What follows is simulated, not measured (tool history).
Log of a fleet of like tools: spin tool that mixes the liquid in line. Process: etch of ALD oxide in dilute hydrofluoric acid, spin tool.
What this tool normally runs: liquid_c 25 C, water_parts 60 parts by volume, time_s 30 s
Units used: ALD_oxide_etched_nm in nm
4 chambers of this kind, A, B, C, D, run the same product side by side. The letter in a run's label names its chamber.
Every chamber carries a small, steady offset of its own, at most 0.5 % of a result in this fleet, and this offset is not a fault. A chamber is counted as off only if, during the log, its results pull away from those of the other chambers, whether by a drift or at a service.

run	hour	liquid_c	water_parts	time_s	hours since the thermometer was replaced	hours since the hydrofluoric acid flow meter was replaced	read-back film thickness of the ALD oxide reference wafer, read on the same gauge (nm)	ALD_oxide_etched_nm
1B	8.6	25	60	30	1051.4	1095.9	69.995	11.325
2D	17.2	25	60	30	1904.1	467.8	70.009	11.099
3A	25.9	25	60	30	362.1	1478.4	70.003	11.233
4C	32.5	25	60	30	253.4	180.4	69.968	11.191
5D	40.9	29.5	60	30	1927.8	491.5	69.934	13.383
6A	47.9	29.5	60	30	384.1	1500.4	69.966	13.388
7C	55	29.5	60	30	275.9	202.9	69.989	13.484
8B	65.1	29.5	60	30	1107.9	1152.4	69.998	13.301
9D	72	25	40	30	1958.9	522.6	69.987	17.163
10C	79.3	25	40	30	300.2	227.2	69.97	16.988
11A	86.5	25	40	30	422.7	1539	69.972	16.898
12B	93.2	25	40	30	1136	1180.5	69.993	17.145
13A	100	25	60	30	436.2	1552.5	69.976	11.15
14D	106.7	25	60	30	1993.6	557.3	69.96	11.143
15B	114	25	60	30	1156.8	1201.3	69.985	11.395
16C	119.4	29	60	30	340.3	267.3	69.963	13.408
17B	128.2	29	60	30	1171	1215.5	70.012	13.132
18A	133.8	29	60	30	470	1586.3	69.966	13.383
19D	138.8	29	60	30	2025.7	589.4	70.04	13.01
20C	147.4	25	60	30	368.3	295.3	69.978	11.43
21B	157	25	75	30	1199.8	1244.3	70.009	8.6677
22A	161.7	25	75	30	497.9	1614.2	69.946	8.894
23D	170.7	25	75	30	2057.6	621.3	70	8.89
24C	176.4	25	75	30	397.3	324.3	70.033	9.0051
25B	185.3	25	70	40	1228.1	1272.6	70.066	12.518
26A	191.9	25	70	40	528.1	1644.4	69.978	12.797
27D	196.4	25	70	40	2083.3	647	69.988	12.598
28C	202.6	25	70	40	423.5	350.5	69.999	13.463
29A	211.7	25	60	30	547.9	1664.2	69.997	11.272
30B	219.1	25	60	30	1261.9	1306.4	69.954	11.258
# hour 219.2: chamber B: hydrofluoric acid flow meter replaced
31C	225.6	25	60	30	446.5	373.5	69.964	11.856
32D	230.3	25	60	30	2117.2	680.9	70.041	11.188
33C	236.6	25	60	30	457.5	384.5	69.99	11.937
34D	241.3	25	60	30	2128.2	691.9	69.966	11.242
35B	250.7	27.5	60	15	1293.5	31.5	70.027	6.1128
36A	261	27.5	60	15	597.2	1713.5	70.018	6.2563
37A	270.1	27.5	60	15	606.3	1722.6	70.003	6.1903
38C	275.7	27.5	60	15	496.6	423.6	70.026	6.773
39B	281.7	25	60	30	1324.5	62.5	69.952	11.23
40D	289.8	25	60	30	2176.7	740.4	70.027	11.269
41D	294.3	25	60	30	2181.2	744.9	70.007	11.212
42B	304.3	25	60	30	1347.1	85.1	70.054	11.17

For the next run the whole fleet of 4 chambers uses the same settings. Give each chamber's results:
43A	311.8	25	60	30				?
43B	311.8	25	60	30				?
43C	311.8	25	60	30				?
43D	311.8	25	60	30				?

run	ALD_oxide_etched_nm
43A	11.354
43B	11.281
43C	12.341
43D	11.19
